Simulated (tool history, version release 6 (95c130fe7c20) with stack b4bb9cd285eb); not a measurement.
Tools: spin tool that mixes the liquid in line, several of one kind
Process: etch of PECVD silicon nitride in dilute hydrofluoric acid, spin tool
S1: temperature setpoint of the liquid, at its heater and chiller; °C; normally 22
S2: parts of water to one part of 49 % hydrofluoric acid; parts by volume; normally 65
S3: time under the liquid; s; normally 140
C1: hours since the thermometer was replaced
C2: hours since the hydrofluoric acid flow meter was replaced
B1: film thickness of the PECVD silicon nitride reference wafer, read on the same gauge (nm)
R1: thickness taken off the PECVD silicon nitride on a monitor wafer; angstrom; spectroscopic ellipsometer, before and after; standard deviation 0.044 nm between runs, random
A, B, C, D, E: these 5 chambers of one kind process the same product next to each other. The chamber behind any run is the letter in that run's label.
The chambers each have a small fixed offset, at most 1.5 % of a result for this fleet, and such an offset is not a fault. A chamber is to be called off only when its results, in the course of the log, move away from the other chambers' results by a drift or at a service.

run,hour,S1,S2,S3,C1,C2,B1,R1
1C,12.3,22,65,140,1272.1,1322.2,79.998,65.599
2E,25.8,22,65,140,1088.6,1206.2,79.966,67.006
3A,34.1,22,65,140,81.5,1350.2,80.008,66.546
4B,41.5,22,65,140,535.2,155.2,79.977,64.551
5D,48.7,22,65,140,1408.3,194.1,80.002,65.186
6B,59.7,22,65,140,553.4,173.4,79.958,65.029
7E,67.6,22,65,140,1130.4,1248,79.973,66.836
8D,81.3,22,65,140,1440.9,226.7,79.987,65.936
9C,90.6,22,65,140,1350.4,1400.5,80.013,65.979
10A,102.1,22,65,140,149.5,1418.2,80.009,66.607
11C,108.2,22,65,205,1368,1418.1,79.982,95.249
12E,118.1,22,65,205,1180.9,1298.5,80.014,96.261
13D,127.6,22,65,205,1487.2,273,80.008,95.373
14B,138.8,22,65,205,632.5,252.5,79.993,94.05
15A,145.8,22,65,205,193.2,1461.9,79.981,96.434
16E,159.3,22,65,140,1222.1,1339.7,79.98,64.503
17C,171.5,22,65,140,1431.3,1481.4,79.989,65.308
# hour 179.7: chamber B: thermometer replaced
18D,180.7,22,80,140,1540.3,326.1,79.97,53.8
19A,187.6,22,80,140,235,1503.7,79.964,54.266
20B,196.7,22,80,140,17,310.4,80,53.855
21E,209.5,22,80,140,1272.3,1389.9,79.974,51.926
22C,220.2,22,80,140,1480,1530.1,80.019,53.392
23B,229.7,22,65,140,50,343.4,79.961,65.08
24A,236.4,22,65,140,283.8,1552.5,79.97,65.891
25D,249.5,22,65,140,1609.1,394.9,80.041,65.846
26D,259,22,65,140,1618.6,404.4,79.982,66.94
27A,269.5,22,65,140,316.9,1585.6,79.993,66.356
28E,279.4,22,90,220,1342.2,1459.8,79.987,69.984
29B,287.1,22,90,220,107.4,400.8,79.94,75.046
30C,294.5,22,90,220,1554.3,1604.4,79.984,74.994
31C,305.8,22,90,220,1565.6,1615.7,79.988,74.916

Which is it: a chamber that has drifted or been left off by a service, a gauge drift common to all chambers, or only each chamber's usual small offset? If a chamber is off, name it and its likeliest cause.

Little by little, chamber E moves away from the other chambers.
Cause: liquid colder than its thermometer reads (K) = 1.25.
It could be hard to tell apart here from: hydrofluoric acid flow below the setpoint (%).

Below are 4 candidate recipes for chamber E's next run, each the usual settings with a change, their results shown as question marks. Which of them brings E's results back in line with what the other chambers give on the usual settings?
In line means no further than this from the other chambers' mean on the usual settings: R1 1.6 angstrom
32E-1,315.7,23,60,140,,,,?
32E-2,315.7,22,70,140,,,,?
32E-3,315.7,22,70,130,,,,?
32E-4,315.7,22,60,140,,,,?

Mean of the other chambers on the usual settings: R1 65.868 angstrom
run,R1
32E-1,70.4
32E-2,56.477
32E-3,52.443
32E-4,65.782
32E-4 is the one that brings the chamber's results back in line with the other chambers.
